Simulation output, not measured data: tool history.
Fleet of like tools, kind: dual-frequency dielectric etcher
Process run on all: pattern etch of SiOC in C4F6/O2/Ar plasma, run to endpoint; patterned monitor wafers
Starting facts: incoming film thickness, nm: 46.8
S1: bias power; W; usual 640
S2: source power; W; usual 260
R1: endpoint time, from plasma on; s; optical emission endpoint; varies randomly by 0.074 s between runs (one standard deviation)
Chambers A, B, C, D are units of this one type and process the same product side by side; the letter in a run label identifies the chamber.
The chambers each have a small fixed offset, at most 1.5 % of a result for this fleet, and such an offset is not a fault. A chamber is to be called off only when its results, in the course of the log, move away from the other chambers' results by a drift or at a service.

{"run": "1C", "hour": 9.8, "S1": 640, "S2": 260, "R1": 16.642}
{"run": "2B", "hour": 21.7, "S1": 640, "S2": 260, "R1": 17.003}
{"run": "3D", "hour": 27.6, "S1": 640, "S2": 260, "R1": 16.782}
{"run": "4A", "hour": 40.1, "S1": 640, "S2": 260, "R1": 16.784}
{"hour": 48.5, "done": "chamber A: wet clean of the chamber"}
{"run": "5B", "hour": 49.3, "S1": 640, "S2": 260, "R1": 16.925}
{"run": "6C", "hour": 60.5, "S1": 640, "S2": 260, "R1": 16.684}
{"run": "7D", "hour": 67.0, "S1": 640, "S2": 260, "R1": 16.567}
{"run": "8A", "hour": 74.9, "S1": 640, "S2": 260, "R1": 16.825}
{"run": "9B", "hour": 80.9, "S1": 640, "S2": 260, "R1": 16.819}
{"run": "10A", "hour": 89.2, "S1": 640, "S2": 260, "R1": 16.827}
{"run": "11C", "hour": 96.3, "S1": 640, "S2": 260, "R1": 16.618}
{"run": "12D", "hour": 105.4, "S1": 640, "S2": 280, "R1": 16.248}
{"run": "13C", "hour": 118.6, "S1": 640, "S2": 280, "R1": 16.251}
{"hour": 119.3, "done": "chamber D: wet clean of the chamber"}
{"run": "14D", "hour": 128.9, "S1": 640, "S2": 280, "R1": 16.231}
{"run": "15B", "hour": 137.1, "S1": 640, "S2": 280, "R1": 16.504}
{"run": "16A", "hour": 144.1, "S1": 640, "S2": 260, "R1": 16.722}
{"hour": 153.2, "done": "chamber C: wet clean of the chamber"}
{"run": "17A", "hour": 153.4, "S1": 640, "S2": 260, "R1": 16.757}
{"run": "18D", "hour": 165.2, "S1": 640, "S2": 260, "R1": 16.898}
{"run": "19C", "hour": 171.8, "S1": 640, "S2": 210, "R1": 17.501}
{"run": "20B", "hour": 178.4, "S1": 640, "S2": 210, "R1": 18.457}
{"run": "21A", "hour": 191.0, "S1": 640, "S2": 210, "R1": 18.241}
{"run": "22D", "hour": 204.4, "S1": 640, "S2": 210, "R1": 18.113}
{"run": "23B", "hour": 213.2, "S1": 640, "S2": 290, "R1": 16.327}
{"run": "24C", "hour": 224.1, "S1": 640, "S2": 290, "R1": 15.607}
{"run": "25D", "hour": 232.3, "S1": 640, "S2": 290, "R1": 16.11}
{"run": "26C", "hour": 241.1, "S1": 640, "S2": 290, "R1": 15.49}
{"run": "27A", "hour": 247.2, "S1": 640, "S2": 260, "R1": 16.745}
{"run": "28B", "hour": 259.4, "S1": 640, "S2": 260, "R1": 16.854}
{"run": "29C", "hour": 269.1, "S1": 640, "S2": 260, "R1": 16.202}
{"hour": 277.7, "done": "chamber B: wet clean of the chamber"}
{"run": "30A", "hour": 281.0, "S1": 640, "S2": 260, "R1": 16.725}
{"run": "31D", "hour": 294.6, "S1": 640, "S2": 260, "R1": 16.752}
{"run": "32B", "hour": 306.6, "S1": 702, "S2": 310, "R1": 15.269}
{"run": "33A", "hour": 316.3, "S1": 702, "S2": 310, "R1": 15.249}
{"run": "34C", "hour": 326.1, "S1": 702, "S2": 310, "R1": 14.596}

All 4 chambers run these settings next. Forecast each chamber's results:
{"run": "35A", "hour": 335.9, "S1": 756, "S2": 260, "R1": "?"}
{"run": "35B", "hour": 335.9, "S1": 756, "S2": 260, "R1": "?"}
{"run": "35C", "hour": 335.9, "S1": 756, "S2": 260, "R1": "?"}
{"run": "35D", "hour": 335.9, "S1": 756, "S2": 260, "R1": "?"}

run=35A R1=15.716
run=35B R1=15.822
run=35C R1=15.138
run=35D R1=15.794

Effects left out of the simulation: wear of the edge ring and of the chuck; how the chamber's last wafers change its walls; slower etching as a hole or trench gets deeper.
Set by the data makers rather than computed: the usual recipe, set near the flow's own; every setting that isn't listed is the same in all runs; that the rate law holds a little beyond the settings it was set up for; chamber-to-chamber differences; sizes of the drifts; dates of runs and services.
